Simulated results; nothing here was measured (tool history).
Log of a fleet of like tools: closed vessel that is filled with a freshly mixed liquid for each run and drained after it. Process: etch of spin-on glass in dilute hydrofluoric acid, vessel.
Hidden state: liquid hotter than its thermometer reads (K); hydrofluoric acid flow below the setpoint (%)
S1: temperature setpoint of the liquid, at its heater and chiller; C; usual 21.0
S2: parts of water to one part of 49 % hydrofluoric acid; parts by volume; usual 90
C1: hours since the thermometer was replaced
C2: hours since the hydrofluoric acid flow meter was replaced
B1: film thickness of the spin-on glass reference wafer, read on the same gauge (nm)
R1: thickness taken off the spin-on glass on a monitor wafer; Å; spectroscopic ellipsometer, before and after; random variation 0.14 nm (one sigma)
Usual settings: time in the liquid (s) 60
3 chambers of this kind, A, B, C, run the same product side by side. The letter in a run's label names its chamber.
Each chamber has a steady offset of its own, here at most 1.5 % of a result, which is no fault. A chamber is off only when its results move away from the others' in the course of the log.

run 1A hour=6.5 | S1=21.0 S2=90 time_in_the_liquid_(s)=60 | C1=359.2 C2=724.2 | B1=119.99 | R1=147.92
run 2C hour=14.0 | S1=21.0 S2=90 time_in_the_liquid_(s)=60 | C1=74.7 C2=994.4 | B1=120.02 | R1=151.80
run 3B hour=21.0 | S1=21.0 S2=90 time_in_the_liquid_(s)=60 | C1=1181.6 C2=611.6 | B1=120.00 | R1=151.48
run 4C hour=24.5 | S1=21.0 S2=90 time_in_the_liquid_(s)=60 | C1=85.2 C2=1004.9 | B1=119.99 | R1=150.83
-- hour=25.2 chamber A: hydrofluoric acid flow meter replaced
run 5B hour=28.7 | S1=21.0 S2=90 time_in_the_liquid_(s)=60 | C1=1189.3 C2=619.3 | B1=120.01 | R1=148.63
run 6A hour=32.3 | S1=21.0 S2=90 time_in_the_liquid_(s)=60 | C1=385.0 C2=7.2 | B1=120.00 | R1=148.43
run 7B hour=38.1 | S1=21.0 S2=90 time_in_the_liquid_(s)=60 | C1=1198.7 C2=628.7 | B1=119.98 | R1=148.29
run 8A hour=44.1 | S1=21.0 S2=90 time_in_the_liquid_(s)=60 | C1=396.8 C2=19.0 | B1=120.00 | R1=149.61
run 9C hour=49.2 | S1=21.0 S2=90 time_in_the_liquid_(s)=60 | C1=109.9 C2=1029.6 | B1=120.01 | R1=151.26
run 10A hour=56.1 | S1=21.0 S2=90 time_in_the_liquid_(s)=60 | C1=408.8 C2=31.0 | B1=120.01 | R1=147.52
run 11B hour=62.0 | S1=21.0 S2=90 time_in_the_liquid_(s)=60 | C1=1222.6 C2=652.6 | B1=119.98 | R1=148.16
run 12C hour=67.7 | S1=21.0 S2=90 time_in_the_liquid_(s)=60 | C1=128.4 C2=1048.1 | B1=120.00 | R1=153.47
run 13A hour=73.2 | S1=21.0 S2=90 time_in_the_liquid_(s)=60 | C1=425.9 C2=48.1 | B1=119.99 | R1=150.80
run 14C hour=78.9 | S1=21.0 S2=90 time_in_the_liquid_(s)=60 | C1=139.6 C2=1059.3 | B1=120.02 | R1=149.54
run 15B hour=83.0 | S1=21.0 S2=90 time_in_the_liquid_(s)=60 | C1=1243.6 C2=673.6 | B1=120.02 | R1=152.20
run 16C hour=86.3 | S1=21.0 S2=90 time_in_the_liquid_(s)=60 | C1=147.0 C2=1066.7 | B1=119.99 | R1=149.61
run 17B hour=90.0 | S1=21.0 S2=90 time_in_the_liquid_(s)=60 | C1=1250.6 C2=680.6 | B1=120.01 | R1=150.19
run 18A hour=93.6 | S1=23.0 S2=90 time_in_the_liquid_(s)=90 | C1=446.3 C2=68.5 | B1=119.99 | R1=242.69
run 19C hour=100.7 | S1=23.0 S2=90 time_in_the_liquid_(s)=90 | C1=161.4 C2=1081.1 | B1=119.98 | R1=246.05
run 20A hour=103.9 | S1=23.0 S2=90 time_in_the_liquid_(s)=90 | C1=456.6 C2=78.8 | B1=120.00 | R1=241.05
run 21B hour=107.9 | S1=21.0 S2=90 time_in_the_liquid_(s)=60 | C1=1268.5 C2=698.5 | B1=119.99 | R1=151.92
run 22B hour=115.4 | S1=21.0 S2=90 time_in_the_liquid_(s)=60 | C1=1276.0 C2=706.0 | B1=120.01 | R1=154.24
run 23C hour=120.3 | S1=21.0 S2=90 time_in_the_liquid_(s)=60 | C1=181.0 C2=1100.7 | B1=120.00 | R1=149.80
run 24A hour=123.7 | S1=21.0 S2=90 time_in_the_liquid_(s)=60 | C1=476.4 C2=98.6 | B1=120.01 | R1=148.85
run 25A hour=128.7 | S1=21.0 S2=90 time_in_the_liquid_(s)=60 | C1=481.4 C2=103.6 | B1=120.01 | R1=147.08
run 26C hour=134.6 | S1=24.0 S2=60 time_in_the_liquid_(s)=60 | C1=195.3 C2=1115.0 | B1=120.01 | R1=261.35
run 27B hour=141.4 | S1=24.0 S2=60 time_in_the_liquid_(s)=60 | C1=1302.0 C2=732.0 | B1=119.98 | R1=274.65
run 28A hour=147.1 | S1=24.0 S2=60 time_in_the_liquid_(s)=60 | C1=499.8 C2=122.0 | B1=120.02 | R1=260.74
run 29C hour=152.2 | S1=21.0 S2=90 time_in_the_liquid_(s)=60 | C1=212.9 C2=1132.6 | B1=119.97 | R1=149.94
run 30B hour=155.5 | S1=21.0 S2=90 time_in_the_liquid_(s)=60 | C1=1316.1 C2=746.1 | B1=120.00 | R1=156.94
run 31B hour=162.9 | S1=21.0 S2=90 time_in_the_liquid_(s)=80 | C1=1323.5 C2=753.5 | B1=119.99 | R1=209.61
run 32C hour=167.1 | S1=21.0 S2=90 time_in_the_liquid_(s)=80 | C1=227.8 C2=1147.5 | B1=120.00 | R1=199.99
run 33A hour=171.7 | S1=21.0 S2=90 time_in_the_liquid_(s)=80 | C1=524.4 C2=146.6 | B1=119.98 | R1=199.61
run 34B hour=176.2 | S1=21.0 S2=90 time_in_the_liquid_(s)=60 | C1=1336.8 C2=766.8 | B1=120.00 | R1=156.72
run 35A hour=182.2 | S1=21.0 S2=90 time_in_the_liquid_(s)=60 | C1=534.9 C2=157.1 | B1=119.99 | R1=149.61
run 36C hour=188.4 | S1=21.0 S2=90 time_in_the_liquid_(s)=60 | C1=249.1 C2=1168.8 | B1=120.03 | R1=150.29
run 37C hour=193.6 | S1=23.5 S2=90 time_in_the_liquid_(s)=60 | C1=254.3 C2=1174.0 | B1=120.02 | R1=166.85
run 38B hour=199.7 | S1=23.5 S2=90 time_in_the_liquid_(s)=60 | C1=1360.3 C2=790.3 | B1=120.00 | R1=180.23
run 39A hour=206.3 | S1=23.5 S2=90 time_in_the_liquid_(s)=60 | C1=559.0 C2=181.2 | B1=120.00 | R1=165.41
run 40A hour=211.9 | S1=21.0 S2=90 time_in_the_liquid_(s)=60 | C1=564.6 C2=186.8 | B1=119.99 | R1=149.95
run 41C hour=217.1 | S1=21.0 S2=90 time_in_the_liquid_(s)=60 | C1=277.8 C2=1197.5 | B1=120.02 | R1=152.44
run 42B hour=220.5 | S1=21.0 S2=90 time_in_the_liquid_(s)=60 | C1=1381.1 C2=811.1 | B1=120.03 | R1=160.40
run 43A hour=225.7 | S1=21.0 S2=90 time_in_the_liquid_(s)=60 | C1=578.4 C2=200.6 | B1=119.97 | R1=148.58
run 44C hour=233.0 | S1=21.0 S2=90 time_in_the_liquid_(s)=60 | C1=293.7 C2=1213.4 | B1=119.99 | R1=151.61

Is one chamber off against the others, does the gauge drift, or is nothing wrong? If a chamber is off, say which, and what the likeliest cause is.

Chamber B drifts away from the others.
Cause: liquid hotter than its thermometer reads (K) = 2.03.
The log may not tell that from: hydrofluoric acid flow above the setpoint (%).

Here are 4 candidates for chamber B's next run, each the usual settings with a change, their results left as question marks. Which one brings its results back in line with what the others give on the usual settings?
In line means no further than this from the other chambers' mean on the usual settings: R1 4.90 Å
run 45B-1 hour=238.4 | S1=20.5 S2=95 time_in_the_liquid_(s)=60 | R1=?
run 45B-2 hour=238.4 | S1=20.5 S2=90 time_in_the_liquid_(s)=60 | R1=?
run 45B-3 hour=238.4 | S1=21.0 S2=85 time_in_the_liquid_(s)=60 | R1=?
run 45B-4 hour=238.4 | S1=21.5 S2=90 time_in_the_liquid_(s)=60 | R1=?

The other chambers' mean on the usual settings: R1 150.28 Å
run=45B-1 R1=148.90
run=45B-2 R1=158.10
run=45B-3 R1=171.85
run=45B-4 R1=164.59
45B-1 brings the chamber back in line.
